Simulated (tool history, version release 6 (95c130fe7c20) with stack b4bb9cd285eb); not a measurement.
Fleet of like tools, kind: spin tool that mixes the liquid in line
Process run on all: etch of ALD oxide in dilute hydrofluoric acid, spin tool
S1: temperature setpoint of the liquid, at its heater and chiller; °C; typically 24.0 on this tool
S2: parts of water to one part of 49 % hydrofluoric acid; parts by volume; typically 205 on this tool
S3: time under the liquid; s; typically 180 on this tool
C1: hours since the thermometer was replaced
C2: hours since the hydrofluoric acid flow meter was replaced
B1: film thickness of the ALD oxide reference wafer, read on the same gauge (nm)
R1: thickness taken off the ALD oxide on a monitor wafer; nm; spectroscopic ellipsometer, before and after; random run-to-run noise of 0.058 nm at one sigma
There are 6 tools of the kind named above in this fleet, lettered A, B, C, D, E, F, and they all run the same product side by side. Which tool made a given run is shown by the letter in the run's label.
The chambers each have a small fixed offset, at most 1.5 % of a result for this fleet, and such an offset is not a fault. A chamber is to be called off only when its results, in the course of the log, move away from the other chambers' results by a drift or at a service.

| run | day | S1 | S2 | S3 | C1 | C2 | B1 | R1 |
|---|---|---|---|---|---|---|---|---|
| 1D | 0.425 | 24.0 | 205 | 180 | 1067.4 | 1582.8 | 49.987 | 7.6610 |
| 2F | 0.867 | 24.0 | 205 | 180 | 1411.8 | 490.2 | 50.012 | 7.4607 |
|  | 0.900 | chamber D: thermometer replaced |
| 3B | 1.292 | 24.0 | 205 | 180 | 1087.6 | 243.7 | 50.016 | 7.6327 |
| 4C | 1.675 | 24.0 | 205 | 180 | 561.2 | 1875.2 | 50.018 | 7.7482 |
| 5E | 1.925 | 24.0 | 205 | 180 | 1465.5 | 351.9 | 50.018 | 7.6945 |
| 6A | 2.342 | 24.0 | 205 | 125 | 227.1 | 533.0 | 50.012 | 5.2482 |
| 7B | 2.562 | 24.0 | 205 | 125 | 1118.1 | 274.2 | 50.035 | 5.3258 |
| 8C | 2.821 | 24.0 | 205 | 125 | 588.7 | 1902.7 | 50.008 | 5.3893 |
| 9E | 3.246 | 24.0 | 205 | 125 | 1497.2 | 383.6 | 50.003 | 5.3500 |
| 10D | 3.642 | 24.0 | 205 | 125 | 65.9 | 1660.0 | 50.025 | 5.2454 |
| 11A | 4.004 | 24.0 | 205 | 125 | 267.0 | 572.9 | 49.997 | 5.2740 |
| 12F | 4.225 | 24.0 | 205 | 180 | 1492.4 | 570.8 | 49.975 | 7.6361 |
| 13D | 4.646 | 24.0 | 205 | 180 | 90.0 | 1684.1 | 50.019 | 7.6140 |
| 14C | 5.029 | 24.0 | 205 | 180 | 641.7 | 1955.7 | 49.957 | 7.7597 |
| 15A | 5.321 | 24.0 | 205 | 180 | 298.6 | 604.5 | 50.012 | 7.5669 |
| 16B | 5.583 | 24.0 | 205 | 180 | 1190.6 | 346.7 | 50.050 | 7.6481 |
| 17E | 5.842 | 24.0 | 205 | 180 | 1559.5 | 445.9 | 49.993 | 7.7305 |
| 18F | 6.071 | 24.0 | 205 | 180 | 1536.7 | 615.1 | 49.998 | 7.5697 |
| 19D | 6.300 | 24.0 | 205 | 180 | 129.7 | 1723.8 | 49.994 | 7.6629 |
| 20F | 6.612 | 24.0 | 205 | 180 | 1549.7 | 628.1 | 49.977 | 7.5539 |
|  | 6.896 | chamber D: hydrofluoric acid flow meter replaced |
| 21A | 6.971 | 24.0 | 205 | 180 | 338.2 | 644.1 | 49.979 | 7.3040 |
| 22C | 7.250 | 24.0 | 205 | 180 | 695.0 | 2009.0 | 50.031 | 7.7870 |
| 23B | 7.454 | 26.5 | 205 | 130 | 1235.5 | 391.6 | 49.976 | 6.0069 |
| 24E | 7.875 | 26.5 | 205 | 130 | 1608.3 | 494.7 | 50.019 | 6.0802 |
| 25A | 8.325 | 26.5 | 205 | 130 | 370.7 | 676.6 | 49.983 | 5.8639 |
|  | 8.638 | chamber B: hydrofluoric acid flow meter replaced |
| 26B | 8.696 | 26.5 | 205 | 130 | 1265.3 | 1.4 | 50.019 | 6.0331 |
| 27F | 8.967 | 26.5 | 205 | 130 | 1606.2 | 684.6 | 49.981 | 5.9436 |
| 28E | 9.304 | 26.5 | 205 | 130 | 1642.6 | 529.0 | 50.015 | 6.0901 |
| 29D | 9.546 | 24.0 | 205 | 180 | 207.6 | 63.7 | 50.019 | 7.6744 |
|  | 9.575 | chamber C: hydrofluoric acid flow meter replaced |
| 30C | 9.975 | 24.0 | 205 | 180 | 760.4 | 9.7 | 49.968 | 7.7522 |
| 31D | 10.262 | 24.0 | 205 | 180 | 224.8 | 80.9 | 50.031 | 7.5803 |
| 32F | 10.596 | 29.0 | 110 | 180 | 1645.3 | 723.7 | 49.946 | 18.8880 |
| 33E | 10.825 | 29.0 | 110 | 180 | 1679.1 | 565.5 | 49.988 | 19.0700 |
| 34C | 11.175 | 29.0 | 110 | 180 | 789.2 | 38.5 | 50.040 | 19.5780 |
| 35B | 11.421 | 29.0 | 110 | 180 | 1330.7 | 66.8 | 50.013 | 19.4650 |
| 36A | 11.746 | 29.0 | 110 | 180 | 452.8 | 758.7 | 50.024 | 17.7570 |
| 37D | 12.192 | 29.0 | 110 | 180 | 271.1 | 127.2 | 49.951 | 19.1860 |

One chamber off, gauge drift, or nothing amiss beyond the chambers' own small offsets? If it is a chamber, which one, and what is the likeliest cause?

Little by little, chamber A moves away from the other chambers.
What lies behind it: hydrofluoric acid flow below the setpoint (%) = 6.93.
The log might look much the same if the cause were instead: liquid colder than its thermometer reads (K).

Below are 4 candidate recipes for chamber A's next run, each the usual settings with a change, their results shown as question marks. Which of them brings A's results back in line with what the other chambers give on the usual settings?
In line here means within this much of the mean the other chambers give on the usual settings: R1 0.2000 nm
| 38A-1 | 12.512 | 24.0 | 220 | 180 |  |  |  | ? |
| 38A-2 | 12.512 | 24.0 | 205 | 185 |  |  |  | ? |
| 38A-3 | 12.512 | 24.0 | 205 | 175 |  |  |  | ? |
| 38A-4 | 12.512 | 24.0 | 205 | 195 |  |  |  | ? |

The mean the other chambers reach with the usual settings: R1 7.6526 nm
| run | R1 |
|---|---|
| 38A-1 | 6.4154 |
| 38A-2 | 7.1964 |
| 38A-3 | 6.8075 |
| 38A-4 | 7.5854 |
It is 38A-4 that realigns the chamber with its peers.

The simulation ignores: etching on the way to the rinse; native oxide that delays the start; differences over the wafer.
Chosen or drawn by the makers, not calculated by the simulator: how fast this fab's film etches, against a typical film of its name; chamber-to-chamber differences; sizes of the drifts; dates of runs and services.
